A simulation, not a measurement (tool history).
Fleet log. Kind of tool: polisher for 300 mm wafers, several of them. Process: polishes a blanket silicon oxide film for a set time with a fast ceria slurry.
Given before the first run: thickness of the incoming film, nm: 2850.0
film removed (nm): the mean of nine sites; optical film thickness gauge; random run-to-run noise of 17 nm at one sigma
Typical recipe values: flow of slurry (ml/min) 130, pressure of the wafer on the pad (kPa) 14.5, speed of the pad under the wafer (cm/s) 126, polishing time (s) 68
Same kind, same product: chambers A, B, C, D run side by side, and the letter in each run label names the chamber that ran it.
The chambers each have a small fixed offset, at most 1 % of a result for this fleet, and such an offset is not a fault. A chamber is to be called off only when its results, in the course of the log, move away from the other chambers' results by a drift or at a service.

run   hour  flow of slurry (ml/min)  pressure of the wafer on the pad (kPa)  speed of the pad under the wafer (cm/s)  polishing time (s)  wafers polished on this pad  hours since the slurry nozzle was cleaned  hours since the head pressure was calibrated  film removed (nm)
       0.4  -- chamber B: worn pad replaced by a new one
       2.0  -- chamber D: worn pad replaced by a new one
       4.9  -- chamber A: worn pad replaced by a new one
 1D    7.6                      130                                    14.5                                      126                  68                           85                                      290.0                                         657.2            1156.10
 2A   15.5                      130                                    14.5                                      126                  68                          161                                      284.1                                         597.7            1141.80
      21.7  -- chamber D: head pressure recalibrated
 3B   22.6                      130                                    14.5                                      126                  68                          335                                      137.4                                         816.5            1148.30
 4C   31.2                      130                                    14.5                                      126                  68                          600                                       91.0                                         225.2            1151.80
 5A   39.8                      130                                    14.5                                      126                  68                          527                                      308.4                                         622.0            1166.80
 6D   46.7                      130                                    14.5                                      126                  68                          674                                      329.1                                          25.0            1164.50
 7B   52.3                      130                                    14.5                                      126                  68                          783                                      167.1                                         846.2            1146.20
 8C   58.0                      130                                    14.5                                      126                  68                         1004                                      117.8                                         252.0            1163.10
 9D   66.8                      130                                    14.5                                      126                  68                          977                                      349.2                                          45.1            1155.20
      67.9  -- chamber D: worn pad replaced by a new one
10B   73.4                       95                                     9.7                                      126                  68                         1101                                      188.2                                         867.3             720.55
      78.0  -- chamber B: worn pad replaced by a new one
11A   80.9                       95                                     9.7                                      126                  68                         1146                                      349.5                                         663.1             729.30
12C   85.4                       95                                     9.7                                      126                  68                         1417                                      145.2                                         279.4             715.80
      90.5  -- chamber A: worn pad replaced by a new one
13C   90.8                       95                                     9.7                                      126                  68                         1498                                      150.6                                         284.8             712.41
      95.1  -- chamber B: slurry nozzle cleaned
14D   99.3                      130                                    14.5                                      126                  68                          474                                      381.7                                          77.6            1115.90
15A  103.4                      130                                    19.3                                      126                  68                          195                                      372.0                                         685.6            1534.60
     103.5  -- chamber C: worn pad replaced by a new one
16B  110.0                      130                                    19.3                                      126                  68                          482                                       15.0                                         903.9            1524.30
17A  114.3                      130                                    19.3                                      126                  68                          359                                      382.9                                         696.5            1559.90
     119.7  -- chamber D: worn pad replaced by a new one
18B  121.2                      130                                    19.3                                      126                  68                          651                                       26.2                                         915.1            1519.30
19D  129.1                      130                                    14.5                                      126                  68                          142                                      411.5                                         107.4            1153.30
20C  134.5                      130                                    14.5                                      126                  68                          467                                      194.3                                         328.5            1161.50
21A  141.8                      130                                    14.5                                      126                  68                          774                                      410.4                                         724.0            1185.10
22D  149.6                      130                                    14.5                                      126                  68                          451                                      432.0                                         127.9            1075.50
     150.9  -- chamber B: worn pad replaced by a new one
23C  158.0                      130                                    14.5                                      126                  68                          821                                      217.8                                         352.0            1125.80
     163.8  -- chamber B: head pressure recalibrated
     166.6  -- chamber A: worn pad replaced by a new one
24B  167.0                      130                                    14.5                                      126                  68                          243                                       72.0                                           3.2            1168.00
25D  174.1                      130                                    14.5                                      126                  68                          820                                      456.5                                         152.4            1047.50
26A  180.1                      130                                    14.5                                      126                  68                          203                                      448.7                                         762.3            1163.40
     186.3  -- chamber D: worn pad replaced by a new one
27B  187.3                      130                                    14.5                                      126                  68                          549                                       92.3                                          23.5            1121.80
     190.7  -- chamber C: worn pad replaced by a new one
28C  193.6                      130                                    14.5                                      126                  68                           44                                      253.4                                         387.6            1201.80
29D  198.6                      130                                    14.5                                      126                  68                          185                                      481.0                                         176.9            1023.90
30A  203.1                      130                                    14.5                                      126                  68                          550                                      471.7                                         785.3            1168.90
     204.2  -- chamber C: head pressure recalibrated
31B  208.5                      130                                    14.5                                      126                  68                          868                                      113.5                                          44.7            1158.00
32C  217.1                      130                                    14.5                                      126                  68                          398                                      276.9                                          13.0            1158.30

One chamber off, gauge drift, or nothing amiss beyond the chambers' own small offsets? If it is a chamber, which one, and what is the likeliest cause?

It is chamber D that slowly wanders off from its peers.
Cause: slurry flow missing at the pad, % = 38.8.
It could be hard to tell apart here from: head's pressure below its setpoint, %.

Below are 4 candidate recipes for chamber D's next run, each the usual settings with a change, their results shown as question marks. Which of them brings D's results back in line with what the other chambers give on the usual settings?
In line means no further than this from the other chambers' mean on the usual settings: film removed (nm) 59.00
33D-1  223.7                      130                                    14.5                                      128                  69                                                                                                                                        ?
33D-2  223.7                      135                                    14.5                                      126                  76                                                                                                                                        ?
33D-3  223.7                      130                                    14.5                                      122                  68                                                                                                                                        ?
33D-4  223.7                      130                                    14.5                                      118                  63                                                                                                                                        ?

Mean of the other chambers on the usual settings: film removed (nm) 1159.30
  run  film removed (nm)
33D-1            1049.70
33D-2            1151.50
33D-3             986.69
33D-4             884.62
33D-2 is the one that brings the chamber's results back in line with the other chambers.
